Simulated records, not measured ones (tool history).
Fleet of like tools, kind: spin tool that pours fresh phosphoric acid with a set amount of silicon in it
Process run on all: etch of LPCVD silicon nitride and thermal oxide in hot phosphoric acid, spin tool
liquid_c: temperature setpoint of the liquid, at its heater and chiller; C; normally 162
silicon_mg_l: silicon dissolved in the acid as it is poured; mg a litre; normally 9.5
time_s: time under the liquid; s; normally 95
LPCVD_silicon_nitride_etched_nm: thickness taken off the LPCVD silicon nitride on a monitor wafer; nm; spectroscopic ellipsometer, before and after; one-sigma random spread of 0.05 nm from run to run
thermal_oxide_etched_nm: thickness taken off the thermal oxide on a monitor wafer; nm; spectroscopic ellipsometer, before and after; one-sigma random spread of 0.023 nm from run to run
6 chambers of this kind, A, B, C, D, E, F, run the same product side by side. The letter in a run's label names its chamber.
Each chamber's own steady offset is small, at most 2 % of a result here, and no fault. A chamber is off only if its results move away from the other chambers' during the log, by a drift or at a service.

| run | day | liquid_c | silicon_mg_l | time_s | hours since the thermometer was replaced | hours since the dissolved silicon flow meter was replaced | hours since the heated supply line was repaired | read-back film thickness of the LPCVD silicon nitride reference wafer, read on the same gauge (nm) | read-back film thickness of the thermal oxide reference wafer, read on the same gauge (nm) | LPCVD_silicon_nitride_etched_nm | thermal_oxide_etched_nm |
|---|---|---|---|---|---|---|---|---|---|---|---|
| 1F | 0.129 | 162 | 9.5 | 95 | 1811.0 | 1754.9 | 1494.0 | 60.022 | 70.016 | 9.1678 | 0.22083 |
| 2D | 0.367 | 162 | 9.5 | 95 | 241.7 | 746.7 | 288.1 | 60.013 | 70.003 | 9.0423 | 0.24669 |
| 3C | 0.592 | 162 | 9.5 | 95 | 1986.1 | 15.7 | 2862.1 | 60.033 | 69.990 | 9.1458 | 0.27635 |
| 4E | 0.742 | 162 | 9.5 | 95 | 431.4 | 519.2 | 415.0 | 60.001 | 69.992 | 9.2024 | 0.25719 |
| 5A | 0.958 | 162 | 9.5 | 95 | 1060.8 | 1828.3 | 485.9 | 59.989 | 69.953 | 9.1927 | 0.24701 |
| 6B | 1.083 | 162 | 9.5 | 95 | 533.0 | 1424.8 | 647.5 | 59.994 | 69.952 | 9.4037 | 0.27026 |
| 7C | 1.329 | 162 | 9.5 | 95 | 2003.8 | 33.4 | 2879.8 | 60.010 | 69.989 | 9.2007 | 0.23592 |
| 8E | 1.504 | 162 | 9.5 | 95 | 449.7 | 537.5 | 433.3 | 59.985 | 69.994 | 9.2310 | 0.25677 |
| 9D | 1.783 | 162 | 7.0 | 55 | 275.7 | 780.7 | 322.1 | 60.019 | 69.999 | 5.2212 | 0.15161 |
| 10F | 1.988 | 162 | 7.0 | 55 | 1855.6 | 1799.5 | 1538.6 | 59.973 | 69.950 | 5.3487 | 0.14233 |
| 11A | 2.225 | 162 | 7.0 | 55 | 1091.2 | 1858.7 | 516.3 | 60.008 | 70.056 | 5.2822 | 0.14939 |
| 12B | 2.483 | 162 | 7.0 | 55 | 566.6 | 1458.4 | 681.1 | 60.006 | 70.003 | 5.4278 | 0.15336 |
| 13F | 2.679 | 162 | 7.0 | 55 | 1872.2 | 1816.1 | 1555.2 | 59.984 | 70.016 | 5.2992 | 0.13538 |
|  | 2.775 | chamber A: dissolved silicon flow meter replaced |
| 14D | 2.883 | 162 | 7.0 | 55 | 302.1 | 807.1 | 348.5 | 59.970 | 70.007 | 5.2522 | 0.13949 |
| 15A | 3.150 | 162 | 9.5 | 95 | 1113.4 | 9.1 | 538.5 | 60.033 | 69.997 | 9.1507 | 0.26276 |
| 16C | 3.379 | 162 | 9.5 | 95 | 2053.0 | 82.6 | 2929.0 | 60.012 | 69.997 | 9.1511 | 0.29905 |
| 17E | 3.529 | 162 | 9.5 | 95 | 498.3 | 586.1 | 481.9 | 60.019 | 70.000 | 9.2356 | 0.21565 |
|  | 3.671 | chamber F: thermometer replaced |
| 18B | 3.675 | 162 | 9.5 | 95 | 595.2 | 1487.0 | 709.7 | 59.975 | 69.999 | 9.4191 | 0.28565 |
|  | 3.717 | chamber F: heated supply line repaired |
| 19C | 3.812 | 162 | 9.5 | 95 | 2063.4 | 93.0 | 2939.4 | 60.011 | 69.984 | 9.1716 | 0.25749 |
| 20A | 3.983 | 162 | 6.0 | 80 | 1133.4 | 29.1 | 558.5 | 60.002 | 69.995 | 7.6718 | 0.24777 |
| 21F | 4.229 | 162 | 6.0 | 80 | 13.5 | 1853.3 | 12.4 | 59.970 | 70.041 | 7.7156 | 0.17784 |
| 22E | 4.429 | 162 | 6.0 | 80 | 519.9 | 607.7 | 503.5 | 60.002 | 69.985 | 7.7750 | 0.22052 |
| 23B | 4.633 | 162 | 6.0 | 80 | 618.2 | 1510.0 | 732.7 | 59.946 | 69.991 | 7.9325 | 0.24383 |
| 24D | 4.821 | 162 | 6.0 | 80 | 348.6 | 853.6 | 395.0 | 60.014 | 69.988 | 7.6042 | 0.22414 |
| 25A | 4.988 | 162 | 6.0 | 80 | 1157.5 | 53.2 | 582.6 | 59.967 | 70.010 | 7.6263 | 0.23598 |
| 26D | 5.258 | 162 | 4.0 | 70 | 359.1 | 864.1 | 405.5 | 59.971 | 69.973 | 6.6762 | 0.23097 |
| 27E | 5.496 | 162 | 4.0 | 70 | 545.5 | 633.3 | 529.1 | 59.979 | 70.000 | 6.7961 | 0.21441 |
| 28B | 5.617 | 162 | 4.0 | 70 | 641.8 | 1533.6 | 756.3 | 59.965 | 69.981 | 6.9241 | 0.19658 |
| 29C | 5.896 | 162 | 4.0 | 70 | 2113.4 | 143.0 | 2989.4 | 60.016 | 70.012 | 6.7608 | 0.21497 |
| 30F | 6.046 | 162 | 4.0 | 70 | 57.1 | 1896.9 | 56.0 | 59.992 | 69.984 | 6.8069 | 0.23211 |
| 31C | 6.279 | 162 | 4.0 | 70 | 2122.6 | 152.2 | 2998.6 | 60.009 | 70.025 | 6.7421 | 0.19694 |
| 32E | 6.483 | 162 | 9.5 | 95 | 569.2 | 657.0 | 552.8 | 60.014 | 70.005 | 9.2545 | 0.22975 |
| 33B | 6.662 | 162 | 9.5 | 95 | 666.9 | 1558.7 | 781.4 | 59.994 | 69.982 | 9.3237 | 0.24431 |
| 34A | 6.917 | 162 | 9.5 | 95 | 1203.8 | 99.5 | 628.9 | 59.972 | 70.002 | 9.1136 | 0.21527 |
| 35F | 7.175 | 162 | 9.5 | 95 | 84.2 | 1924.0 | 83.1 | 60.020 | 70.013 | 9.1870 | 0.20731 |
| 36D | 7.308 | 162 | 14.0 | 75 | 408.3 | 913.3 | 454.7 | 59.978 | 70.048 | 7.1646 | 0.17673 |

The same settings go to every chamber for the next run, one line per chamber below. Forecast the results for each:
| 37A | 7.508 | 162 | 9.5 | 95 |  |  |  |  |  | ? | ? |
| 37B | 7.508 | 162 | 9.5 | 95 |  |  |  |  |  | ? | ? |
| 37C | 7.508 | 162 | 9.5 | 95 |  |  |  |  |  | ? | ? |
| 37D | 7.508 | 162 | 9.5 | 95 |  |  |  |  |  | ? | ? |
| 37E | 7.508 | 162 | 9.5 | 95 |  |  |  |  |  | ? | ? |
| 37F | 7.508 | 162 | 9.5 | 95 |  |  |  |  |  | ? | ? |

| run | LPCVD_silicon_nitride_etched_nm | thermal_oxide_etched_nm |
|---|---|---|
| 37A | 9.0884 | 0.26421 |
| 37B | 9.4431 | 0.25978 |
| 37C | 9.2151 | 0.22398 |
| 37D | 9.0098 | 0.24761 |
| 37E | 9.3156 | 0.25975 |
| 37F | 9.2336 | 0.27459 |
